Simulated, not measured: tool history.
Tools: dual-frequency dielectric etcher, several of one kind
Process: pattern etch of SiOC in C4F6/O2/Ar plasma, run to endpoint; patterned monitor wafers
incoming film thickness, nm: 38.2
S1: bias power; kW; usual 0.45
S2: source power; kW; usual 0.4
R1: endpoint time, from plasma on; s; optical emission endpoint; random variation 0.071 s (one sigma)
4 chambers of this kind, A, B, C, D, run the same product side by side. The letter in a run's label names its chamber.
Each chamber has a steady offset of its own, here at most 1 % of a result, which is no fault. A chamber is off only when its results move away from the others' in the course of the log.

{"run": "1D", "hour": 15.7, "S1": 0.45, "S2": 0.4, "R1": 13.461}
{"run": "2A", "hour": 31.3, "S1": 0.45, "S2": 0.4, "R1": 13.315}
{"run": "3C", "hour": 40.9, "S1": 0.45, "S2": 0.4, "R1": 13.292}
{"run": "4B", "hour": 48.6, "S1": 0.45, "S2": 0.4, "R1": 13.166}
{"run": "5A", "hour": 62.9, "S1": 0.45, "S2": 0.4, "R1": 13.311}
{"run": "6B", "hour": 76.6, "S1": 0.409, "S2": 0.33, "R1": 14.864}
{"run": "7C", "hour": 86.9, "S1": 0.409, "S2": 0.33, "R1": 14.878}
{"run": "8D", "hour": 97.6, "S1": 0.409, "S2": 0.33, "R1": 14.886}
{"run": "9B", "hour": 107.9, "S1": 0.409, "S2": 0.33, "R1": 14.693}
{"run": "10D", "hour": 116.6, "S1": 0.45, "S2": 0.4, "R1": 13.532}
{"run": "11C", "hour": 127.2, "S1": 0.45, "S2": 0.4, "R1": 13.225}
{"run": "12A", "hour": 137.4, "S1": 0.552, "S2": 0.48, "R1": 11.721}
{"run": "13B", "hour": 148.0, "S1": 0.552, "S2": 0.48, "R1": 11.478}
{"run": "14C", "hour": 162.7, "S1": 0.552, "S2": 0.48, "R1": 11.451}
{"run": "15A", "hour": 175.9, "S1": 0.552, "S2": 0.48, "R1": 11.462}
{"run": "16D", "hour": 187.0, "S1": 0.45, "S2": 0.4, "R1": 13.632}
{"run": "17A", "hour": 199.9, "S1": 0.45, "S2": 0.35, "R1": 14.029}
{"run": "18B", "hour": 212.8, "S1": 0.45, "S2": 0.35, "R1": 14.022}
{"run": "19C", "hour": 228.5, "S1": 0.45, "S2": 0.35, "R1": 13.93}
{"run": "20D", "hour": 238.1, "S1": 0.45, "S2": 0.35, "R1": 14.382}
{"run": "21A", "hour": 245.1, "S1": 0.45, "S2": 0.4, "R1": 13.371}
{"run": "22B", "hour": 257.0, "S1": 0.45, "S2": 0.4, "R1": 13.322}
{"run": "23D", "hour": 270.4, "S1": 0.45, "S2": 0.31, "R1": 15.357}
{"run": "24C", "hour": 279.5, "S1": 0.45, "S2": 0.31, "R1": 14.555}
{"run": "25B", "hour": 294.8, "S1": 0.45, "S2": 0.31, "R1": 14.781}
{"run": "26D", "hour": 301.6, "S1": 0.45, "S2": 0.31, "R1": 15.373}
{"hour": 307.8, "done": "chamber B: wet clean of the chamber"}
{"run": "27C", "hour": 314.8, "S1": 0.45, "S2": 0.4, "R1": 13.23}
{"run": "28A", "hour": 323.9, "S1": 0.45, "S2": 0.4, "R1": 13.425}
{"run": "29C", "hour": 332.4, "S1": 0.45, "S2": 0.4, "R1": 13.318}
{"run": "30B", "hour": 341.2, "S1": 0.45, "S2": 0.4, "R1": 13.32}
{"run": "31A", "hour": 350.3, "S1": 0.342, "S2": 0.35, "R1": 15.638}

Is one chamber off against the others, does the gauge drift, or is nothing wrong? If a chamber is off, say which, and what the likeliest cause is.

Chamber D drifts away from the others.
Cause: etch rate under this chamber's usual, % = 4.92.

Here are 4 candidates for chamber D's next run, each the usual settings with a change, their results left as question marks. Which one brings its results back in line with what the others give on the usual settings?
In line means no further than this from the other chambers' mean on the usual settings: R1 0.25 s
{"run": "32D-1", "hour": 361.7, "S1": 0.505, "S2": 0.45, "R1": "?"}
{"run": "32D-2", "hour": 361.7, "S1": 0.395, "S2": 0.35, "R1": "?"}
{"run": "32D-3", "hour": 361.7, "S1": 0.45, "S2": 0.34, "R1": "?"}
{"run": "32D-4", "hour": 361.7, "S1": 0.485, "S2": 0.43, "R1": "?"}

The other chambers' mean on the usual settings: R1 13.306 s
run=32D-1 R1=12.931
run=32D-2 R1=15.582
run=32D-3 R1=15.005
run=32D-4 R1=13.355
32D-4 brings the chamber back in line.

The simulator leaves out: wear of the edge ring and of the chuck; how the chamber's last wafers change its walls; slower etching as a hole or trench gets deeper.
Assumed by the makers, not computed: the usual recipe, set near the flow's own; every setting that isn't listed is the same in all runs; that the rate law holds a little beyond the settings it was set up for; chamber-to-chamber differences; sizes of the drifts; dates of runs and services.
